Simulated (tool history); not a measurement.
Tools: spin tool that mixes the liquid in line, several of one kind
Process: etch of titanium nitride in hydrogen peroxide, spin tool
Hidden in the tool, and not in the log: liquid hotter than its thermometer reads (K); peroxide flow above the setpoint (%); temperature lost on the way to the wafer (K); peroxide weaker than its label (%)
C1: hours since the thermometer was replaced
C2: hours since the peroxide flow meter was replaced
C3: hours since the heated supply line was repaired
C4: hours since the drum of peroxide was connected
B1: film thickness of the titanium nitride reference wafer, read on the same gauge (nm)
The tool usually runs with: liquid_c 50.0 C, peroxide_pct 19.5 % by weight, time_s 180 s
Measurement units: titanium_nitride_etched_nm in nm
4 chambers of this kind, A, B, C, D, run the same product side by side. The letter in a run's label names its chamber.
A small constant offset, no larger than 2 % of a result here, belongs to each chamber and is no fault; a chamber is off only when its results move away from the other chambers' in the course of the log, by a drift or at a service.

Run 1B, hour 7.2: usual settings; C1 880.3; C2 986.7; C3 2201.9; C4 272.4; B1 89.999. Result: titanium_nitride_etched_nm 5.7243 nm.
Run 2D, hour 17.7: usual settings; C1 584.2; C2 2221.6; C3 449.3; C4 287.0; B1 89.955. Result: titanium_nitride_etched_nm 5.5814 nm.
Run 3C, hour 31.4: usual settings; C1 983.7; C2 190.0; C3 1156.1; C4 262.5; B1 90.047. Result: titanium_nitride_etched_nm 5.6806 nm.
Run 4A, hour 43.9: usual settings; C1 314.2; C2 1247.9; C3 1722.4; C4 383.6; B1 89.969. Result: titanium_nitride_etched_nm 5.7389 nm.
Run 5C, hour 52.6: usual settings; C1 1004.9; C2 211.2; C3 1177.3; C4 283.7; B1 89.960. Result: titanium_nitride_etched_nm 5.6719 nm.
Run 6B, hour 66.2: usual settings but time_s 105 s; C1 939.3; C2 1045.7; C3 2260.9; C4 331.4; B1 90.012. Result: titanium_nitride_etched_nm 3.3163 nm.
Run 7D, hour 74.7: usual settings but time_s 105 s; C1 641.2; C2 2278.6; C3 506.3; C4 344.0; B1 90.015. Result: titanium_nitride_etched_nm 3.2634 nm.
Run 8A, hour 82.4: usual settings but time_s 105 s; C1 352.7; C2 1286.4; C3 1760.9; C4 422.1; B1 89.975. Result: titanium_nitride_etched_nm 3.3355 nm.
Run 9A, hour 95.7: usual settings but time_s 105 s; C1 366.0; C2 1299.7; C3 1774.2; C4 435.4; B1 90.036. Result: titanium_nitride_etched_nm 3.3235 nm.
Run 10C, hour 103.3: usual settings but liquid_c 54.5 C, peroxide_pct 15.0 % by weight; C1 1055.6; C2 261.9; C3 1228.0; C4 334.4; B1 90.013. Result: titanium_nitride_etched_nm 7.4724 nm.
At hour 112.2: chamber A: new drum of peroxide connected.
Run 11B, hour 113.9: usual settings but liquid_c 54.5 C, peroxide_pct 15.0 % by weight; C1 987.0; C2 1093.4; C3 2308.6; C4 379.1; B1 90.028. Result: titanium_nitride_etched_nm 7.4567 nm.
Run 12D, hour 123.4: usual settings but liquid_c 54.5 C, peroxide_pct 15.0 % by weight; C1 689.9; C2 2327.3; C3 555.0; C4 392.7; B1 89.992. Result: titanium_nitride_etched_nm 7.2844 nm.
Run 13A, hour 136.7: usual settings but liquid_c 54.5 C, peroxide_pct 15.0 % by weight; C1 407.0; C2 1340.7; C3 1815.2; C4 24.5; B1 90.012. Result: titanium_nitride_etched_nm 7.3281 nm.
At hour 138.6: chamber D: peroxide flow meter replaced.
At hour 149.1: chamber B: thermometer replaced.
Run 14B, hour 150.2: usual settings; C1 1.1; C2 1129.7; C3 2344.9; C4 415.4; B1 90.002. Result: titanium_nitride_etched_nm 5.6911 nm.
Run 15C, hour 159.4: usual settings but liquid_c 57.5 C, time_s 270 s; C1 1111.7; C2 318.0; C3 1284.1; C4 390.5; B1 90.017. Result: titanium_nitride_etched_nm 14.3640 nm.
Run 16D, hour 172.5: usual settings but liquid_c 57.5 C, time_s 270 s; C1 739.0; C2 33.9; C3 604.1; C4 441.8; B1 89.998. Result: titanium_nitride_etched_nm 14.1470 nm.
Run 17A, hour 183.6: usual settings but liquid_c 57.5 C, time_s 270 s; C1 453.9; C2 1387.6; C3 1862.1; C4 71.4; B1 90.003. Result: titanium_nitride_etched_nm 14.2500 nm.
Run 18D, hour 197.8: usual settings but liquid_c 57.5 C, time_s 270 s; C1 764.3; C2 59.2; C3 629.4; C4 467.1; B1 90.019. Result: titanium_nitride_etched_nm 14.2330 nm.
At hour 205.5: chamber B: peroxide flow meter replaced.
Run 19B, hour 211.8: usual settings; C1 62.7; C2 6.4; C3 2406.5; C4 477.0; B1 89.983. Result: titanium_nitride_etched_nm 5.7230 nm.
Run 20C, hour 221.6: usual settings but liquid_c 41.0 C, time_s 235 s; C1 1173.9; C2 380.2; C3 1346.3; C4 452.7; B1 90.003. Result: titanium_nitride_etched_nm 3.7783 nm.
Run 21D, hour 230.7: usual settings but liquid_c 41.0 C, time_s 235 s; C1 797.2; C2 92.1; C3 662.3; C4 500.0; B1 89.971. Result: titanium_nitride_etched_nm 3.7916 nm.
Run 22B, hour 242.7: usual settings but liquid_c 41.0 C, time_s 235 s; C1 93.6; C2 37.3; C3 2437.4; C4 507.9; B1 90.034. Result: titanium_nitride_etched_nm 3.8618 nm.
Run 23A, hour 253.6: usual settings but liquid_c 41.0 C, time_s 235 s; C1 523.9; C2 1457.6; C3 1932.1; C4 141.4; B1 89.990. Result: titanium_nitride_etched_nm 3.5803 nm.
At hour 257.5: chamber C: peroxide flow meter replaced.
Run 24C, hour 260.1: usual settings; C1 1212.4; C2 2.6; C3 1384.8; C4 491.2; B1 89.975. Result: titanium_nitride_etched_nm 5.6927 nm.
Run 25A, hour 266.9: usual settings; C1 537.2; C2 1470.9; C3 1945.4; C4 154.7; B1 89.996. Result: titanium_nitride_etched_nm 5.4260 nm.

Read the log: is a single chamber off, either drifting away or since a service, is the gauge that measures every chamber drifting, or is nothing wrong beyond small per-chamber offsets? Name any odd chamber and what most likely caused it.

One chamber, A, drifts off from the rest bit by bit.
Likeliest cause: temperature lost on the way to the wafer (K) = 0.858.
With only this log, it may be confused with: liquid colder than its thermometer reads (K).

Here are 4 candidates for chamber A's next run, each the usual settings with a change, their results left as question marks. Which one brings its results back in line with what the others give on the usual settings?
To be in line, a result may differ from the other chambers' mean on the usual settings by at most: titanium_nitride_etched_nm 0.1000 nm
Run 26A-1, hour 277.4: usual settings but peroxide_pct 24.0 % by weight. Result: titanium_nitride_etched_nm ?.
Run 26A-2, hour 277.4: usual settings but peroxide_pct 15.0 % by weight. Result: titanium_nitride_etched_nm ?.
Run 26A-3, hour 277.4: usual settings but peroxide_pct 18.0 % by weight. Result: titanium_nitride_etched_nm ?.
Run 26A-4, hour 277.4: usual settings but peroxide_pct 21.0 % by weight. Result: titanium_nitride_etched_nm ?.

Other chambers, usual settings, mean: titanium_nitride_etched_nm 5.6640 nm
  run  titanium_nitride_etched_nm
26A-1                      5.6222
26A-2                      5.0789
26A-3                      5.2815
26A-4                      5.4607
26A-1 puts the chamber back in line with the other chambers.
